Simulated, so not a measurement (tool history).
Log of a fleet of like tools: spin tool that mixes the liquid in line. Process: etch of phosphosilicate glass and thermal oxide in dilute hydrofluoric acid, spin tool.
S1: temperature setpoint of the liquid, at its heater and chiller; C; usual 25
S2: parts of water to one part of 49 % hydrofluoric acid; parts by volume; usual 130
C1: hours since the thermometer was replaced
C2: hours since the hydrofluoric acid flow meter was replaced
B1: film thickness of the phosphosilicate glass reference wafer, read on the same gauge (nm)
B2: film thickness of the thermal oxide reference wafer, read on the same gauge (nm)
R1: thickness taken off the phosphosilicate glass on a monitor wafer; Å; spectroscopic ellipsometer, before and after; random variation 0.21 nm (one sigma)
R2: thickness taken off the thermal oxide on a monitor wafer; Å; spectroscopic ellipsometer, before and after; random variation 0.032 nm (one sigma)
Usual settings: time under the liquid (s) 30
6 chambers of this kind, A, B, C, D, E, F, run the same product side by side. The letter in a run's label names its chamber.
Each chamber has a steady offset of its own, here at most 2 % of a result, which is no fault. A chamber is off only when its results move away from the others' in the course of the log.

Run 1E, day 0.183: usual settings; C1 610.4; C2 730.1; B1 60.012; B2 139.99. Result: R1 265.19 Å, R2 11.145 Å.
Run 2C, day 0.312: usual settings; C1 131; C2 126.6; B1 59.98; B2 139.99. Result: R1 273.13 Å, R2 11.785 Å.
Run 3B, day 0.475: usual settings; C1 147.1; C2 1460.6; B1 60.002; B2 140.01. Result: R1 274.14 Å, R2 11.323 Å.
Run 4A, day 0.604: usual settings; C1 1646.6; C2 1050.7; B1 59.991; B2 140.01. Result: R1 270.06 Å, R2 11.616 Å.
Run 5F, day 0.742: usual settings; C1 567.4; C2 570; B1 59.976; B2 140.01. Result: R1 272.84 Å, R2 10.786 Å.
Run 6D, day 0.829: usual settings but S1 28 C, S2 170 parts by volume; C1 626.4; C2 64.8; B1 59.998; B2 140.01. Result: R1 225.84 Å, R2 9.0919 Å.
Run 7B, day 1: usual settings but S1 28 C, S2 170 parts by volume; C1 159.7; C2 1473.2; B1 59.993; B2 139.99. Result: R1 220.11 Å, R2 9.2771 Å.
Run 8F, day 1.117: usual settings but S1 28 C, S2 170 parts by volume; C1 576.4; C2 579; B1 59.989; B2 139.99. Result: R1 225.58 Å, R2 9.4267 Å.
Run 9A, day 1.238: usual settings but S1 28 C, S2 170 parts by volume; C1 1661.8; C2 1065.9; B1 59.994; B2 140.02. Result: R1 223.78 Å, R2 9.8252 Å.
Run 10D, day 1.425: usual settings but S1 28 C, S2 170 parts by volume; C1 640.7; C2 79.1; B1 60; B2 139.99. Result: R1 222.95 Å, R2 9.1159 Å.
Run 11E, day 1.579: usual settings but S1 28 C, S2 170 parts by volume; C1 643.9; C2 763.6; B1 60.011; B2 140.02. Result: R1 216.85 Å, R2 9.6596 Å.
Run 12C, day 1.679: usual settings; C1 163.8; C2 159.4; B1 60.01; B2 140. Result: R1 271.07 Å, R2 11.933 Å.
Run 13A, day 1.783: usual settings; C1 1674.9; C2 1079; B1 60.005; B2 140. Result: R1 275.72 Å, R2 11.49 Å.
Run 14F, day 1.879: usual settings; C1 594.7; C2 597.3; B1 60.022; B2 139.99. Result: R1 274.61 Å, R2 11.842 Å.
Run 15D, day 2.038: usual settings but S2 165 parts by volume; C1 655.4; C2 93.8; B1 60.021; B2 139.98. Result: R1 208.51 Å, R2 8.8692 Å.
Run 16C, day 2.229: usual settings but S2 165 parts by volume; C1 177; C2 172.6; B1 59.992; B2 140.01. Result: R1 204.97 Å, R2 8.3541 Å.
Run 17B, day 2.367: usual settings but S2 165 parts by volume; C1 192.5; C2 1506; B1 59.994; B2 139.99. Result: R1 207.75 Å, R2 8.5061 Å.
Run 18E, day 2.458: usual settings but S2 165 parts by volume; C1 665; C2 784.7; B1 60.004; B2 140. Result: R1 199.98 Å, R2 8.5666 Å.
Run 19F, day 2.554: usual settings but S2 165 parts by volume; C1 610.9; C2 613.5; B1 59.987; B2 140.01. Result: R1 209.08 Å, R2 8.4558 Å.
Run 20C, day 2.679: usual settings but S2 165 parts by volume; C1 187.8; C2 183.4; B1 60.007; B2 140. Result: R1 205.98 Å, R2 8.8149 Å.
At day 2.775: chamber A: thermometer replaced.
Run 21B, day 2.879: usual settings but S1 21 C, S2 95 parts by volume; C1 204.8; C2 1518.3; B1 60.015; B2 140. Result: R1 334.89 Å, R2 14.121 Å.
Run 22E, day 2.992: usual settings but S1 21 C, S2 95 parts by volume; C1 677.8; C2 797.5; B1 59.996; B2 140. Result: R1 329.96 Å, R2 13.515 Å.
Run 23A, day 3.129: usual settings but S1 21 C, S2 95 parts by volume; C1 8.5; C2 1111.3; B1 60.011; B2 140.01. Result: R1 334.26 Å, R2 13.702 Å.
Run 24D, day 3.229: usual settings but S1 21 C, S2 95 parts by volume; C1 684; C2 122.4; B1 60.028; B2 139.99. Result: R1 329.01 Å, R2 13.72 Å.
Run 25C, day 3.421: usual settings but S1 21 C, S2 95 parts by volume; C1 205.6; C2 201.2; B1 60.008; B2 140.01. Result: R1 330.36 Å, R2 14.186 Å.
Run 26B, day 3.6: usual settings but S1 21 C, S2 95 parts by volume; C1 222.1; C2 1535.6; B1 59.993; B2 139.99. Result: R1 337.97 Å, R2 13.622 Å.
Run 27A, day 3.8: usual settings; C1 24.6; C2 1127.4; B1 60.004; B2 139.99. Result: R1 273.86 Å, R2 11.476 Å.
Run 28D, day 3.958: usual settings but time under the liquid (s) 45; C1 701.5; C2 139.9; B1 60.005; B2 139.99. Result: R1 407.91 Å, R2 16.624 Å.
Run 29E, day 4.075: usual settings but time under the liquid (s) 45; C1 703.8; C2 823.5; B1 60; B2 139.98. Result: R1 403.96 Å, R2 17.508 Å.
Run 30F, day 4.271: usual settings but time under the liquid (s) 45; C1 652.1; C2 654.7; B1 60.014; B2 139.99. Result: R1 410.97 Å, R2 17.666 Å.
Run 31E, day 4.425: usual settings but time under the liquid (s) 45; C1 712.2; C2 831.9; B1 59.993; B2 139.99. Result: R1 395.58 Å, R2 17.442 Å.
Run 32D, day 4.596: usual settings but time under the liquid (s) 45; C1 716.8; C2 155.2; B1 60.009; B2 140. Result: R1 410.75 Å, R2 17.177 Å.
Run 33B, day 4.783: usual settings but time under the liquid (s) 45; C1 250.5; C2 1564; B1 59.98; B2 140. Result: R1 414.9 Å, R2 17.942 Å.
Run 34F, day 4.888: usual settings; C1 666.9; C2 669.5; B1 60.001; B2 139.98. Result: R1 272.15 Å, R2 11.374 Å.
Run 35C, day 4.988: usual settings; C1 243.2; C2 238.8; B1 59.994; B2 139.99. Result: R1 273.25 Å, R2 11.649 Å.
Run 36A, day 5.188: usual settings; C1 57.9; C2 1160.7; B1 59.987; B2 140. Result: R1 271.67 Å, R2 11.362 Å.
Run 37C, day 5.296: usual settings; C1 250.6; C2 246.2; B1 60.006; B2 140. Result: R1 269.24 Å, R2 11.71 Å.
At day 5.338: chamber A: hydrofluoric acid flow meter replaced.
Run 38B, day 5.429: usual settings but S1 23 C, time under the liquid (s) 50; C1 266; C2 1579.5; B1 59.979; B2 140. Result: R1 424.63 Å, R2 17.221 Å.
Run 39A, day 5.538: usual settings but S1 23 C, time under the liquid (s) 50; C1 66.3; C2 4.9; B1 60.011; B2 140.01. Result: R1 420.05 Å, R2 17.804 Å.
Run 40D, day 5.683: usual settings but S1 23 C, time under the liquid (s) 50; C1 742.9; C2 181.3; B1 59.99; B2 139.99. Result: R1 414.71 Å, R2 16.212 Å.
Run 41F, day 5.792: usual settings but S1 23 C, time under the liquid (s) 50; C1 688.6; C2 691.2; B1 59.982; B2 139.99. Result: R1 420.31 Å, R2 17.756 Å.
Run 42E, day 5.992: usual settings but S1 23 C, time under the liquid (s) 50; C1 749.8; C2 869.5; B1 60.008; B2 140.01. Result: R1 407.28 Å, R2 17.934 Å.

Next, every chamber runs the same settings. What will each give?
Run 43A, day 6.133: usual settings but S2 105 parts by volume. Result: R1 ?, R2 ?.
Run 43B, day 6.133: usual settings but S2 105 parts by volume. Result: R1 ?, R2 ?.
Run 43C, day 6.133: usual settings but S2 105 parts by volume. Result: R1 ?, R2 ?.
Run 43D, day 6.133: usual settings but S2 105 parts by volume. Result: R1 ?, R2 ?.
Run 43E, day 6.133: usual settings but S2 105 parts by volume. Result: R1 ?, R2 ?.
Run 43F, day 6.133: usual settings but S2 105 parts by volume. Result: R1 ?, R2 ?.

run      R1      R2
43A  346.61  15.515
43B  348.55   15.12
43C  343.89  15.131
43D  350.69  14.713
43E  345.22  15.061
43F  343.58  14.089
